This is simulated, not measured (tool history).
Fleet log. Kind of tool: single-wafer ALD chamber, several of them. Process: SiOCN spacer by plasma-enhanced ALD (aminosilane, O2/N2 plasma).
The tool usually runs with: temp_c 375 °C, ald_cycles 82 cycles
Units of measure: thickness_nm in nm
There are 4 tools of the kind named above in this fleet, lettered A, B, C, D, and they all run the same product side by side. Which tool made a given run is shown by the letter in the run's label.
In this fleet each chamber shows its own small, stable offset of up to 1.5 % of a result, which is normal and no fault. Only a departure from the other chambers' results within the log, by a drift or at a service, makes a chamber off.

| run | day | temp_c | ald_cycles | read-back reference wafer on the same gauge, thickness_nm | thickness_nm |
|---|---|---|---|---|---|
| 1B | 0.292 | 375 | 82 | 5.4200 | 4.9820 |
| 2C | 0.517 | 375 | 82 | 5.4207 | 4.9718 |
| 3D | 0.825 | 375 | 82 | 5.4206 | 4.9735 |
| 4A | 1.150 | 375 | 82 | 5.4214 | 5.0057 |
| 5C | 1.425 | 375 | 82 | 5.4248 | 4.9892 |
| 6B | 1.792 | 375 | 82 | 5.4237 | 4.9810 |
| 7A | 1.996 | 367 | 82 | 5.4225 | 5.0159 |
| 8D | 2.200 | 367 | 82 | 5.4245 | 4.9846 |
| 9A | 2.512 | 367 | 82 | 5.4259 | 5.0050 |
| 10C | 2.742 | 367 | 82 | 5.4264 | 4.9863 |
| 11B | 3.108 | 375 | 82 | 5.4266 | 4.9825 |
| 12D | 3.412 | 375 | 82 | 5.4274 | 4.9714 |
| 13D | 3.712 | 375 | 82 | 5.4276 | 4.9952 |
| 14A | 4.083 | 375 | 82 | 5.4283 | 5.0116 |
| 15B | 4.362 | 375 | 82 | 5.4300 | 4.9896 |
| 16C | 4.625 | 375 | 87 | 5.4298 | 5.2916 |
| 17B | 4.912 | 375 | 87 | 5.4307 | 5.2949 |
| 18A | 5.229 | 375 | 87 | 5.4318 | 5.3177 |
| 19C | 5.542 | 375 | 87 | 5.4322 | 5.2958 |
| 20D | 5.717 | 375 | 82 | 5.4314 | 4.9878 |
| 21C | 5.954 | 388 | 82 | 5.4324 | 4.9862 |
|  | 6.004 | chamber B: thermocouple changed; heater temperature recalibrated |
| 22B | 6.158 | 388 | 82 | 5.4329 | 4.9864 |
| 23A | 6.346 | 388 | 82 | 5.4338 | 5.0223 |
| 24D | 6.554 | 388 | 82 | 5.4348 | 4.9854 |
| 25A | 6.762 | 384 | 82 | 5.4336 | 5.0140 |
| 26B | 7.017 | 384 | 82 | 5.4360 | 4.9800 |
| 27D | 7.388 | 384 | 82 | 5.4364 | 4.9916 |
| 28C | 7.646 | 384 | 82 | 5.4358 | 5.0022 |
| 29A | 7.846 | 385 | 93 | 5.4355 | 5.6955 |
| 30D | 8.096 | 385 | 93 | 5.4376 | 5.6643 |
| 31C | 8.342 | 385 | 93 | 5.4359 | 5.6680 |
| 32B | 8.633 | 385 | 93 | 5.4400 | 5.6731 |
| 33B | 8.817 | 375 | 82 | 5.4407 | 5.0025 |
| 34A | 9.062 | 375 | 82 | 5.4389 | 5.0234 |
| 35D | 9.262 | 375 | 82 | 5.4396 | 4.9952 |
| 36C | 9.479 | 375 | 82 | 5.4418 | 5.0000 |
| 37C | 9.779 | 375 | 82 | 5.4416 | 4.9947 |
| 38A | 10.046 | 375 | 82 | 5.4411 | 5.0158 |
| 39B | 10.317 | 375 | 82 | 5.4419 | 4.9967 |
| 40D | 10.538 | 375 | 82 | 5.4426 | 5.0021 |
| 41D | 10.892 | 375 | 82 | 5.4454 | 4.9956 |

All 4 chambers run these settings next. Forecast each chamber's results:
| 42A | 11.154 | 375 | 82 |  | ? |
| 42B | 11.154 | 375 | 82 |  | ? |
| 42C | 11.154 | 375 | 82 |  | ? |
| 42D | 11.154 | 375 | 82 |  | ? |

| run | thickness_nm |
|---|---|
| 42A | 5.0185 |
| 42B | 5.0061 |
| 42C | 4.9961 |
| 42D | 4.9930 |
